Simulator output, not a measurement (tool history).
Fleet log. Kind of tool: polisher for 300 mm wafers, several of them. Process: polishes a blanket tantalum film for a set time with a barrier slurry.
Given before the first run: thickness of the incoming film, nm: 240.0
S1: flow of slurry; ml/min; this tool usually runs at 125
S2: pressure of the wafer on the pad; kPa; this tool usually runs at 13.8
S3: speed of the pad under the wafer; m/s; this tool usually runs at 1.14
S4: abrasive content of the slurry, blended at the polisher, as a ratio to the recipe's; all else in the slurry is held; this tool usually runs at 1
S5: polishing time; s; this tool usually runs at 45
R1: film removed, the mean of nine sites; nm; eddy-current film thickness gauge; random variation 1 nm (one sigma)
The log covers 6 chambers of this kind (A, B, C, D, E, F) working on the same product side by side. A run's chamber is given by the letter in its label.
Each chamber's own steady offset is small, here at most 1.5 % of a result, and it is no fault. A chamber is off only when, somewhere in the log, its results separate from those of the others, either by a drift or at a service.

run 1D hour=7.9 | S1=125 S2=13.8 S3=1.14 S4=1 S5=45 | R1=79.071
-- hour=9.5 chamber C: worn pad replaced by a new one
-- hour=18.7 chamber A: worn pad replaced by a new one
run 2F hour=22.2 | S1=125 S2=13.8 S3=1.14 S4=1 S5=45 | R1=79.039
run 3A hour=34 | S1=125 S2=13.8 S3=1.14 S4=1 S5=45 | R1=82.085
run 4C hour=40.5 | S1=125 S2=13.8 S3=1.14 S4=1 S5=45 | R1=78.254
-- hour=49.3 chamber E: worn pad replaced by a new one
run 5B hour=50.6 | S1=125 S2=13.8 S3=1.14 S4=1 S5=45 | R1=80.077
-- hour=52 chamber F: slurry blender recalibrated
-- hour=55.8 chamber D: worn pad replaced by a new one
-- hour=57.2 chamber A: slurry blender recalibrated
-- hour=57.5 chamber F: slurry nozzle cleaned
-- hour=61.9 chamber B: worn pad replaced by a new one
run 6E hour=63.7 | S1=125 S2=13.8 S3=1.14 S4=1 S5=45 | R1=79.717
-- hour=69.3 chamber F: worn pad replaced by a new one
run 7A hour=71.7 | S1=125 S2=13.8 S3=1.14 S4=1 S5=45 | R1=78.213
run 8B hour=80.2 | S1=125 S2=13.8 S3=1.14 S4=1 S5=45 | R1=79.049
-- hour=85.1 chamber C: worn pad replaced by a new one
run 9D hour=90.3 | S1=125 S2=13.8 S3=1.14 S4=1 S5=45 | R1=79.228
-- hour=90.9 chamber A: worn pad replaced by a new one
run 10E hour=99.7 | S1=125 S2=13.8 S3=1.14 S4=1 S5=45 | R1=78.17
-- hour=108.6 chamber D: slurry nozzle cleaned
run 11F hour=109.5 | S1=125 S2=13.8 S3=1.14 S4=1 S5=45 | R1=78.859
-- hour=119.9 chamber F: head pressure recalibrated
run 12C hour=122 | S1=125 S2=13.8 S3=1.14 S4=1 S5=45 | R1=77.577
run 13A hour=129.9 | S1=125 S2=13.8 S3=1.14 S4=1 S5=45 | R1=78.974
-- hour=131.4 chamber E: worn pad replaced by a new one
-- hour=136.2 chamber B: worn pad replaced by a new one
run 14C hour=138.6 | S1=125 S2=13.8 S3=1.14 S4=1 S5=45 | R1=79.018
-- hour=142.4 chamber E: slurry blender recalibrated
run 15E hour=149.8 | S1=125 S2=13.8 S3=1.14 S4=1 S5=45 | R1=79.306
-- hour=150.6 chamber E: head pressure recalibrated
-- hour=153.5 chamber D: worn pad replaced by a new one
-- hour=157.7 chamber F: worn pad replaced by a new one
run 16F hour=158.1 | S1=125 S2=13.8 S3=1.14 S4=1 S5=45 | R1=81.277
-- hour=167.4 chamber A: worn pad replaced by a new one
run 17B hour=171.4 | S1=125 S2=13.8 S3=1.14 S4=1 S5=36 | R1=64.009
-- hour=178.7 chamber C: worn pad replaced by a new one
run 18D hour=183.3 | S1=125 S2=13.8 S3=1.14 S4=1 S5=36 | R1=64.053
-- hour=192.4 chamber C: slurry nozzle cleaned
run 19F hour=197.8 | S1=125 S2=13.8 S3=1.14 S4=1 S5=36 | R1=62.777
-- hour=205.6 chamber C: head pressure recalibrated
-- hour=205.9 chamber A: slurry blender recalibrated
-- hour=208.7 chamber E: worn pad replaced by a new one
-- hour=210.1 chamber B: worn pad replaced by a new one
run 20E hour=212.3 | S1=125 S2=13.8 S3=1.14 S4=1 S5=36 | R1=63.234
run 21B hour=226.7 | S1=125 S2=13.8 S3=1.14 S4=1 S5=36 | R1=64.364
-- hour=228.8 chamber A: slurry nozzle cleaned
-- hour=232 chamber C: slurry blender recalibrated
run 22D hour=234.6 | S1=125 S2=13.8 S3=1.14 S4=1 S5=36 | R1=64.006
-- hour=245.8 chamber F: worn pad replaced by a new one
-- hour=246.4 chamber D: slurry blender recalibrated
-- hour=246.5 chamber D: worn pad replaced by a new one
run 23A hour=248.5 | S1=95 S2=13.8 S3=1.14 S4=1 S5=45 | R1=74.514
-- hour=250.3 chamber A: worn pad replaced by a new one
run 24C hour=259.5 | S1=95 S2=13.8 S3=1.14 S4=1 S5=45 | R1=73.795
run 25F hour=266.6 | S1=95 S2=13.8 S3=1.14 S4=1 S5=45 | R1=73.554
-- hour=273.8 chamber C: worn pad replaced by a new one
-- hour=277.1 chamber F: slurry blender recalibrated
run 26C hour=281.1 | S1=95 S2=13.8 S3=1.14 S4=1 S5=45 | R1=73.737
run 27B hour=290.8 | S1=95 S2=13.8 S3=1.14 S4=1 S5=45 | R1=75.768
-- hour=299.1 chamber E: worn pad replaced by a new one
run 28A hour=302.4 | S1=95 S2=13.8 S3=1.14 S4=1 S5=45 | R1=74.427
-- hour=303.3 chamber B: slurry blender recalibrated
-- hour=306.7 chamber B: worn pad replaced by a new one
run 29E hour=310.6 | S1=125 S2=13.8 S3=1.14 S4=1 S5=45 | R1=78.776
-- hour=323 chamber A: slurry blender recalibrated
run 30D hour=324.8 | S1=125 S2=13.8 S3=1.14 S4=1 S5=45 | R1=78.705
-- hour=326.2 chamber F: worn pad replaced by a new one
run 31C hour=339.6 | S1=125 S2=13.8 S3=1.14 S4=1 S5=45 | R1=80.677
-- hour=341.3 chamber D: worn pad replaced by a new one
-- hour=345 chamber A: worn pad replaced by a new one
run 32E hour=354.2 | S1=125 S2=13.8 S3=1.14 S4=1 S5=45 | R1=80.095
run 33F hour=362.9 | S1=125 S2=13.8 S3=1.14 S4=1 S5=45 | R1=78.674
run 34A hour=370 | S1=125 S2=13.8 S3=1.14 S4=1 S5=45 | R1=79.172
run 35B hour=379.8 | S1=125 S2=13.8 S3=1.14 S4=1 S5=45 | R1=80.069
-- hour=382 chamber E: worn pad replaced by a new one
run 36D hour=393.7 | S1=125 S2=15.2 S3=1.14 S4=1 S5=57 | R1=110.48
run 37E hour=407 | S1=125 S2=15.2 S3=1.14 S4=1 S5=57 | R1=108.88
-- hour=411.5 chamber F: worn pad replaced by a new one
run 38F hour=414 | S1=125 S2=15.2 S3=1.14 S4=1 S5=57 | R1=110.66
run 39D hour=422.9 | S1=125 S2=15.2 S3=1.14 S4=1 S5=57 | R1=108.4

Next, all 6 chambers run the settings below, one line each with question marks for the results. What does each chamber give?
run 40A hour=433.6 | S1=125 S2=13.8 S3=1.14 S4=1 S5=45 | R1=?
run 40B hour=433.6 | S1=125 S2=13.8 S3=1.14 S4=1 S5=45 | R1=?
run 40C hour=433.6 | S1=125 S2=13.8 S3=1.14 S4=1 S5=45 | R1=?
run 40D hour=433.6 | S1=125 S2=13.8 S3=1.14 S4=1 S5=45 | R1=?
run 40E hour=433.6 | S1=125 S2=13.8 S3=1.14 S4=1 S5=45 | R1=?
run 40F hour=433.6 | S1=125 S2=13.8 S3=1.14 S4=1 S5=45 | R1=?

run=40A R1=80.703
run=40B R1=79.42
run=40C R1=79.376
run=40D R1=79.118
run=40E R1=80.094
run=40F R1=79.35
